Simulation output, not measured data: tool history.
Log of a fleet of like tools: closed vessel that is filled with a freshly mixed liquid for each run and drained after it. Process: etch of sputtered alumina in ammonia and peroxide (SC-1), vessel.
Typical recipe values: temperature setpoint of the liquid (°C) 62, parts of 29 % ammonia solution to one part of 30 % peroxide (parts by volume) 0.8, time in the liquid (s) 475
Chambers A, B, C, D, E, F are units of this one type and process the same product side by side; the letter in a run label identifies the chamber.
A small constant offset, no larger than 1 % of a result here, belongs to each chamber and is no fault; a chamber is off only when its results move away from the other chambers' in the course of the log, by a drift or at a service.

run   hour  temperature setpoint of the liquid (°C)  parts of 29 % ammonia solution to one part of 30 % peroxide (parts by volume)  time in the liquid (s)  read-back film thickness of the sputtered alumina reference wafer, read on the same gauge (nm)  thickness taken off the sputtered alumina on a monitor wafer (nm)
 1A   13.9                                       62                                                                            0.8                     475                                                                                          80.002                                                             34.329
 2D   23.2                                       62                                                                            0.8                     475                                                                                          80.025                                                             34.315
      27.7  -- chamber D: ammonia flow meter replaced
 3F   31.2                                       62                                                                            0.8                     475                                                                                          80.008                                                             34.805
 4C   38.9                                       62                                                                            0.8                     475                                                                                           80.02                                                             34.618
 5B   48.2                                       62                                                                            0.8                     475                                                                                          80.024                                                             34.787
      49.1  -- chamber B: new drum of ammonia solution connected
 6E   56.5                                       62                                                                            0.8                     325                                                                                          80.025                                                             23.634
 7A   63.9                                       62                                                                            0.8                     325                                                                                          79.951                                                             23.458
 8E     76                                       62                                                                            0.8                     325                                                                                          79.983                                                             23.616
 9F   82.1                                       62                                                                            0.8                     325                                                                                          80.036                                                              23.76
10D   90.9                                       62                                                                            0.8                     325                                                                                          80.045                                                             23.564
11B   98.5                                       62                                                                            0.8                     325                                                                                          79.953                                                             23.626
12C  109.4                                       62                                                                            0.8                     475                                                                                          80.013                                                             34.388
13F    119                                       62                                                                            0.8                     670                                                                                          79.971                                                             49.136
14D  126.5                                       62                                                                            0.8                     670                                                                                          79.987                                                             48.739
15C  134.8                                       62                                                                            0.8                     670                                                                                          80.008                                                              48.18
16E  144.1                                       62                                                                            0.8                     670                                                                                          80.022                                                             48.771
17A    156                                       62                                                                            0.8                     670                                                                                          80.021                                                             48.234
18B  168.6                                       62                                                                            0.8                     670                                                                                          79.995                                                             48.883
19A  178.9                                       62                                                                            0.8                     330                                                                                          80.021                                                             23.719
20B  187.9                                       62                                                                            0.8                     330                                                                                          79.979                                                             23.815
21F    194                                       62                                                                            0.8                     330                                                                                          79.995                                                             24.241
22C  200.9                                       62                                                                            0.8                     330                                                                                          80.003                                                             23.955
23E  209.5                                       62                                                                            0.8                     330                                                                                          80.017                                                             23.823
24D  219.7                                       62                                                                            0.8                     330                                                                                          79.975                                                              24.09
25D  232.5                                     67.5                                                                           1.15                     475                                                                                          80.007                                                             47.233
26A  243.7                                     67.5                                                                           1.15                     475                                                                                           80.01                                                             46.708
27C  253.5                                     67.5                                                                           1.15                     475                                                                                          79.998                                                             46.652
28E  260.5                                     67.5                                                                           1.15                     475                                                                                          79.985                                                             46.266
29B    270                                     67.5                                                                           1.15                     475                                                                                          80.004                                                             46.999
     276.9  -- chamber B: new drum of ammonia solution connected
30F  278.1                                     67.5                                                                           1.15                     475                                                                                          79.979                                                             48.241
     284.6  -- chamber E: new drum of ammonia solution connected
31D  290.4                                       62                                                                            0.8                     475                                                                                          80.015                                                             34.648
32C    304                                       62                                                                            0.8                     475                                                                                          80.041                                                             34.241
33E  312.9                                       62                                                                            0.8                     475                                                                                          79.999                                                              34.35
34F  325.6                                       62                                                                            0.8                     475                                                                                          80.017                                                             35.713
     329.4  -- chamber A: new drum of ammonia solution connected
35A  333.5                                       62                                                                            0.8                     475                                                                                           80.05                                                             34.354
36B  342.7                                       62                                                                           1.05                     475                                                                                          80.006                                                             35.196
37B  353.6                                       62                                                                           1.05                     475                                                                                          79.974                                                             35.471
38E  361.1                                       62                                                                           1.05                     475                                                                                          80.001                                                             35.514
39F  369.5                                       62                                                                           1.05                     475                                                                                          80.005                                                             36.506

What goes on in this fleet: one chamber off, a drifting gauge, or nothing beyond the chambers' own small offsets? Name the chamber and the cause, if any.

Chamber F drifts away from the others.
Most likely cause: liquid hotter than its thermometer reads (K) = 0.705.

Which of the 4 candidates below, each the usual settings with something changed and its results left as question marks, puts chamber F back in line with what the other chambers give on the usual settings?
In-line tolerance around the mean of the other chambers on the usual settings: thickness taken off the sputtered alumina on a monitor wafer (nm) 0.59
40F-1  379.4                                     62.5                                                                            0.8                     485                                                                                                                                                                  ?
40F-2  379.4                                     62.5                                                                            0.8                     495                                                                                                                                                                  ?
40F-3  379.4                                     61.5                                                                            0.8                     465                                                                                                                                                                  ?
40F-4  379.4                                     61.5                                                                            0.8                     455                                                                                                                                                                  ?

Usual-settings mean across the other chambers: thickness taken off the sputtered alumina on a monitor wafer (nm) 34.372
  run  thickness taken off the sputtered alumina on a monitor wafer (nm)
40F-1                                                             37.366
40F-2                                                             38.136
40F-3                                                             34.048
40F-4                                                             33.315
40F-3 puts the chamber back in line with the other chambers.
